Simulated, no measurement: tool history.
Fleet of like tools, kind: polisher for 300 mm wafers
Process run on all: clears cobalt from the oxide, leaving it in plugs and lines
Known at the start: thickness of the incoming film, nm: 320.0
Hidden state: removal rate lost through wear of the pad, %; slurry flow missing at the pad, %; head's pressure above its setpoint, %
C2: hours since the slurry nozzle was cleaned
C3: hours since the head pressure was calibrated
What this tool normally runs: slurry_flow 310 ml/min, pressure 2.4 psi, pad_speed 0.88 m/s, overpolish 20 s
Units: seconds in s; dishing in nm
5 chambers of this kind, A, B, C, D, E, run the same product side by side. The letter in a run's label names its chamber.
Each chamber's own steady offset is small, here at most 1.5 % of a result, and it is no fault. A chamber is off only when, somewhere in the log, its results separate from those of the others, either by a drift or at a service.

Run 1E, day 0.438: usual settings; wafers polished on this pad 192; C2 341.9; C3 767.5. Result: seconds 68.393 s, dishing 44.426 nm.
Run 2A, day 0.829: usual settings; wafers polished on this pad 1024; C2 244.6; C3 437.9. Result: seconds 68.524 s, dishing 42.077 nm.
At day 0.967: chamber A: worn pad replaced by a new one.
Run 3D, day 1.079: usual settings; wafers polished on this pad 639; C2 232.8; C3 621. Result: seconds 67.661 s, dishing 43.003 nm.
Run 4B, day 1.471: usual settings; wafers polished on this pad 411; C2 191.8; C3 444.4. Result: seconds 71.233 s, dishing 42.212 nm.
At day 1.554: chamber D: worn pad replaced by a new one.
Run 5C, day 1.771: usual settings; wafers polished on this pad 971; C2 45.2; C3 306.9. Result: seconds 70.83 s, dishing 42.615 nm.
Run 6E, day 2.196: usual settings but pressure 2.7 psi; wafers polished on this pad 424; C2 384.1; C3 809.7. Result: seconds 61.251 s, dishing 46.005 nm.
Run 7D, day 2.508: usual settings but pressure 2.7 psi; wafers polished on this pad 126; C2 267.1; C3 655.3. Result: seconds 60.194 s, dishing 43.941 nm.
Run 8B, day 2.912: usual settings but pressure 2.7 psi; wafers polished on this pad 601; C2 226.4; C3 479. Result: seconds 61.712 s, dishing 44.55 nm.
At day 3.138: chamber B: worn pad replaced by a new one.
Run 9C, day 3.371: usual settings but pressure 2.7 psi; wafers polished on this pad 1182; C2 83.6; C3 345.3. Result: seconds 62.223 s, dishing 44.053 nm.
At day 3.612: chamber E: worn pad replaced by a new one.
Run 10A, day 3.712: usual settings but pressure 2.7 psi; wafers polished on this pad 363; C2 313.8; C3 507.1. Result: seconds 62.08 s, dishing 43.334 nm.
At day 3.779: chamber C: worn pad replaced by a new one.
Run 11B, day 3.979: usual settings; wafers polished on this pad 111; C2 252; C3 504.6. Result: seconds 69.532 s, dishing 42.658 nm.
Run 12A, day 4.267: usual settings; wafers polished on this pad 436; C2 327.1; C3 520.4. Result: seconds 68.765 s, dishing 42.898 nm.
Run 13C, day 4.517: usual settings; wafers polished on this pad 97; C2 111.1; C3 372.8. Result: seconds 69.158 s, dishing 42.027 nm.
Run 14E, day 4.742: usual settings; wafers polished on this pad 149; C2 445.2; C3 870.8. Result: seconds 69.209 s, dishing 43.474 nm.
Run 15D, day 5.158: usual settings; wafers polished on this pad 476; C2 330.7; C3 718.9. Result: seconds 67.589 s, dishing 42.262 nm.
Run 16C, day 5.446: usual settings; wafers polished on this pad 220; C2 133.4; C3 395.1. Result: seconds 71.193 s, dishing 42.622 nm.
Run 17A, day 5.662: usual settings but pad_speed 1.1 m/s; wafers polished on this pad 620; C2 360.6; C3 553.9. Result: seconds 54.731 s, dishing 47.17 nm.
Run 18D, day 6.058: usual settings but pad_speed 1.1 m/s; wafers polished on this pad 595; C2 352.3; C3 740.5. Result: seconds 52.275 s, dishing 45.719 nm.
At day 6.154: chamber A: slurry nozzle cleaned.
At day 6.242: chamber D: worn pad replaced by a new one.
Run 19E, day 6.508: usual settings but pad_speed 1.1 m/s; wafers polished on this pad 382; C2 487.6; C3 913.2. Result: seconds 54.657 s, dishing 46.896 nm.
Run 20B, day 6.908: usual settings but pad_speed 1.1 m/s; wafers polished on this pad 498; C2 322.3; C3 574.9. Result: seconds 55.583 s, dishing 46.272 nm.
At day 7.004: chamber B: worn pad replaced by a new one.
Run 21C, day 7.267: usual settings but pad_speed 1.1 m/s; wafers polished on this pad 460; C2 177.1; C3 438.8. Result: seconds 57.344 s, dishing 45.042 nm.
Run 22A, day 7.725: usual settings; wafers polished on this pad 893; C2 37.7; C3 603.4. Result: seconds 70.3 s, dishing 42.499 nm.
At day 7.812: chamber B: head pressure recalibrated.
Run 23E, day 7.967: usual settings; wafers polished on this pad 575; C2 522.6; C3 948.2. Result: seconds 69.424 s, dishing 43.86 nm.
At day 8.012: chamber E: head pressure recalibrated.
At day 8.221: chamber A: worn pad replaced by a new one.
Run 24D, day 8.238: usual settings; wafers polished on this pad 264; C2 404.6; C3 792.8. Result: seconds 69.038 s, dishing 41.947 nm.
At day 8.325: chamber E: worn pad replaced by a new one.
Run 25B, day 8.558: usual settings; wafers polished on this pad 205; C2 361.9; C3 17.9. Result: seconds 69.627 s, dishing 43.254 nm.
At day 8.792: chamber D: slurry nozzle cleaned.
Run 26A, day 8.842: usual settings; wafers polished on this pad 82; C2 64.5; C3 630.2. Result: seconds 68.085 s, dishing 41.944 nm.
At day 8.862: chamber B: slurry nozzle cleaned.
Run 27B, day 9.212: usual settings; wafers polished on this pad 291; C2 8.5; C3 33.6. Result: seconds 70.291 s, dishing 44.228 nm.
Run 28D, day 9.679: usual settings; wafers polished on this pad 454; C2 21.4; C3 827.4. Result: seconds 67.21 s, dishing 42.07 nm.
Run 29C, day 9.912: usual settings; wafers polished on this pad 810; C2 240.6; C3 502.3. Result: seconds 70.744 s, dishing 42.78 nm.
Run 30E, day 10.125: usual settings; wafers polished on this pad 238; C2 574.4; C3 50.8. Result: seconds 70.29 s, dishing 42.891 nm.
Run 31C, day 10.4: usual settings; wafers polished on this pad 875; C2 252.3; C3 514. Result: seconds 68.452 s, dishing 42.357 nm.
Run 32A, day 10.65: usual settings; wafers polished on this pad 321; C2 107.9; C3 673.6. Result: seconds 68.882 s, dishing 42.985 nm.

One chamber off, gauge drift, or nothing amiss beyond the chambers' own small offsets? If it is a chamber, which one, and what is the likeliest cause?

No chamber stands off beyond its own small offset, and the gauge holds steady.
